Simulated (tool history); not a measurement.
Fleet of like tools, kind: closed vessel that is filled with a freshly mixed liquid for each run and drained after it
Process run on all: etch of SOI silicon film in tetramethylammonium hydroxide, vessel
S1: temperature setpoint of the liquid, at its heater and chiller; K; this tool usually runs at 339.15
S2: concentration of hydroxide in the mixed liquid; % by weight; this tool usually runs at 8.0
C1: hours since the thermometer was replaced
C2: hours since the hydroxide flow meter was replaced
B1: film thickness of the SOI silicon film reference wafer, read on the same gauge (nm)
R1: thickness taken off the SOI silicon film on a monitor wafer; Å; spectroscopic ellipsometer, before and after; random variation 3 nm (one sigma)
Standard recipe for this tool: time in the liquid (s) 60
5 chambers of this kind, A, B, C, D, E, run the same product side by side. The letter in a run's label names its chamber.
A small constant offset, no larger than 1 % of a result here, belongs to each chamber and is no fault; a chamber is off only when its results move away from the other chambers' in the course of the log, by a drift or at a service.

{"run": "1E", "day": 0.175, "S1": 339.15, "S2": 8.0, "time in the liquid (s)": 60, "C1": 265.9, "C2": 242.8, "B1": 129.99, "R1": 3737.9}
{"run": "2B", "day": 0.392, "S1": 339.15, "S2": 8.0, "time in the liquid (s)": 60, "C1": 149.2, "C2": 1842.4, "B1": 129.99, "R1": 3586.4}
{"run": "3A", "day": 0.6, "S1": 339.15, "S2": 8.0, "time in the liquid (s)": 60, "C1": 1039.1, "C2": 811.9, "B1": 129.99, "R1": 3706.3}
{"run": "4D", "day": 0.75, "S1": 339.15, "S2": 8.0, "time in the liquid (s)": 60, "C1": 1503.8, "C2": 810.2, "B1": 130.0, "R1": 3655.7}
{"run": "5C", "day": 0.95, "S1": 339.15, "S2": 8.0, "time in the liquid (s)": 60, "C1": 662.1, "C2": 361.5, "B1": 130.02, "R1": 3659.7}
{"run": "6C", "day": 1.071, "S1": 339.15, "S2": 8.0, "time in the liquid (s)": 60, "C1": 665.0, "C2": 364.4, "B1": 130.0, "R1": 3718.0}
{"run": "7B", "day": 1.167, "S1": 339.15, "S2": 8.0, "time in the liquid (s)": 60, "C1": 167.8, "C2": 1861.0, "B1": 130.02, "R1": 3664.1}
{"run": "8D", "day": 1.288, "S1": 341.65, "S2": 10.0, "time in the liquid (s)": 60, "C1": 1516.7, "C2": 823.1, "B1": 130.02, "R1": 3927.4}
{"run": "9A", "day": 1.504, "S1": 341.65, "S2": 10.0, "time in the liquid (s)": 60, "C1": 1060.8, "C2": 833.6, "B1": 129.99, "R1": 3988.4}
{"run": "10E", "day": 1.662, "S1": 341.65, "S2": 10.0, "time in the liquid (s)": 60, "C1": 301.6, "C2": 278.5, "B1": 130.01, "R1": 4018.7}
{"run": "11A", "day": 1.775, "S1": 341.65, "S2": 10.0, "time in the liquid (s)": 60, "C1": 1067.3, "C2": 840.1, "B1": 130.0, "R1": 3980.4}
{"run": "12B", "day": 1.95, "S1": 341.65, "S2": 10.0, "time in the liquid (s)": 60, "C1": 186.6, "C2": 1879.8, "B1": 130.0, "R1": 3938.5}
{"run": "13E", "day": 2.075, "S1": 339.15, "S2": 8.0, "time in the liquid (s)": 80, "C1": 311.5, "C2": 288.4, "B1": 130.03, "R1": 4975.0}
{"run": "14C", "day": 2.267, "S1": 339.15, "S2": 8.0, "time in the liquid (s)": 80, "C1": 693.7, "C2": 393.1, "B1": 129.99, "R1": 4745.1}
{"run": "15D", "day": 2.458, "S1": 339.15, "S2": 8.0, "time in the liquid (s)": 80, "C1": 1544.8, "C2": 851.2, "B1": 130.0, "R1": 4869.0}
{"run": "16B", "day": 2.662, "S1": 339.15, "S2": 8.0, "time in the liquid (s)": 80, "C1": 203.7, "C2": 1896.9, "B1": 129.98, "R1": 4897.5}
{"run": "17E", "day": 2.862, "S1": 339.15, "S2": 8.0, "time in the liquid (s)": 80, "C1": 330.4, "C2": 307.3, "B1": 130.01, "R1": 4924.5}
{"run": "18D", "day": 3.067, "S1": 339.15, "S2": 8.0, "time in the liquid (s)": 60, "C1": 1559.4, "C2": 865.8, "B1": 130.0, "R1": 3664.0}
{"run": "19A", "day": 3.233, "S1": 339.15, "S2": 8.0, "time in the liquid (s)": 60, "C1": 1102.3, "C2": 875.1, "B1": 129.97, "R1": 3720.4}
{"run": "20C", "day": 3.425, "S1": 339.15, "S2": 8.0, "time in the liquid (s)": 60, "C1": 721.5, "C2": 420.9, "B1": 130.06, "R1": 3523.7}
{"run": "21A", "day": 3.646, "S1": 339.15, "S2": 6.5, "time in the liquid (s)": 60, "C1": 1112.2, "C2": 885.0, "B1": 130.01, "R1": 3936.1}
{"run": "22B", "day": 3.792, "S1": 339.15, "S2": 6.5, "time in the liquid (s)": 60, "C1": 230.8, "C2": 1924.0, "B1": 129.98, "R1": 3913.5}
{"run": "23E", "day": 3.912, "S1": 339.15, "S2": 6.5, "time in the liquid (s)": 60, "C1": 355.6, "C2": 332.5, "B1": 130.0, "R1": 3918.7}
{"run": "24D", "day": 4.129, "S1": 339.15, "S2": 6.5, "time in the liquid (s)": 60, "C1": 1584.9, "C2": 891.3, "B1": 130.0, "R1": 3949.4}
{"run": "25C", "day": 4.308, "S1": 339.15, "S2": 6.5, "time in the liquid (s)": 60, "C1": 742.7, "C2": 442.1, "B1": 130.04, "R1": 3630.3}
{"run": "26A", "day": 4.525, "S1": 339.15, "S2": 8.0, "time in the liquid (s)": 60, "C1": 1133.3, "C2": 906.1, "B1": 130.01, "R1": 3680.8}
{"run": "27E", "day": 4.671, "S1": 339.15, "S2": 6.0, "time in the liquid (s)": 60, "C1": 373.8, "C2": 350.7, "B1": 130.04, "R1": 4032.1}
{"run": "28B", "day": 4.796, "S1": 339.15, "S2": 6.0, "time in the liquid (s)": 60, "C1": 254.9, "C2": 1948.1, "B1": 129.98, "R1": 3932.7}
{"run": "29C", "day": 4.933, "S1": 339.15, "S2": 6.0, "time in the liquid (s)": 60, "C1": 757.7, "C2": 457.1, "B1": 129.99, "R1": 3601.3}
{"run": "30D", "day": 5.125, "S1": 339.15, "S2": 6.0, "time in the liquid (s)": 60, "C1": 1608.8, "C2": 915.2, "B1": 129.97, "R1": 3937.1}
{"run": "31E", "day": 5.229, "S1": 339.15, "S2": 6.0, "time in the liquid (s)": 60, "C1": 387.2, "C2": 364.1, "B1": 130.01, "R1": 4006.6}
{"run": "32D", "day": 5.35, "S1": 339.15, "S2": 8.0, "time in the liquid (s)": 60, "C1": 1614.2, "C2": 920.6, "B1": 130.04, "R1": 3675.0}

One chamber off, gauge drift, or nothing amiss beyond the chambers' own small offsets? If it is a chamber, which one, and what is the likeliest cause?

It is chamber C that slowly wanders off from its peers.
Most likely cause: liquid colder than its thermometer reads (K) = 1.64.

Here are 4 candidates for chamber C's next run, each the usual settings with a change, their results left as question marks. Which one brings its results back in line with what the others give on the usual settings?
A result is in line if it is within this distance of the other chambers' mean on the usual settings: R1 110.0 Å
{"run": "33C-1", "day": 5.508, "S1": 340.65, "S2": 8.0, "time in the liquid (s)": 60, "R1": "?"}
{"run": "33C-2", "day": 5.508, "S1": 339.15, "S2": 7.0, "time in the liquid (s)": 60, "R1": "?"}
{"run": "33C-3", "day": 5.508, "S1": 339.15, "S2": 9.0, "time in the liquid (s)": 60, "R1": "?"}
{"run": "33C-4", "day": 5.508, "S1": 339.15, "S2": 10.5, "time in the liquid (s)": 60, "R1": "?"}

Average result of the remaining chambers running the usual settings: R1 3688.0 Å
run=33C-1 R1=3638.8
run=33C-2 R1=3455.6
run=33C-3 R1=3199.5
run=33C-4 R1=3023.6
It is 33C-1 that realigns the chamber with its peers.
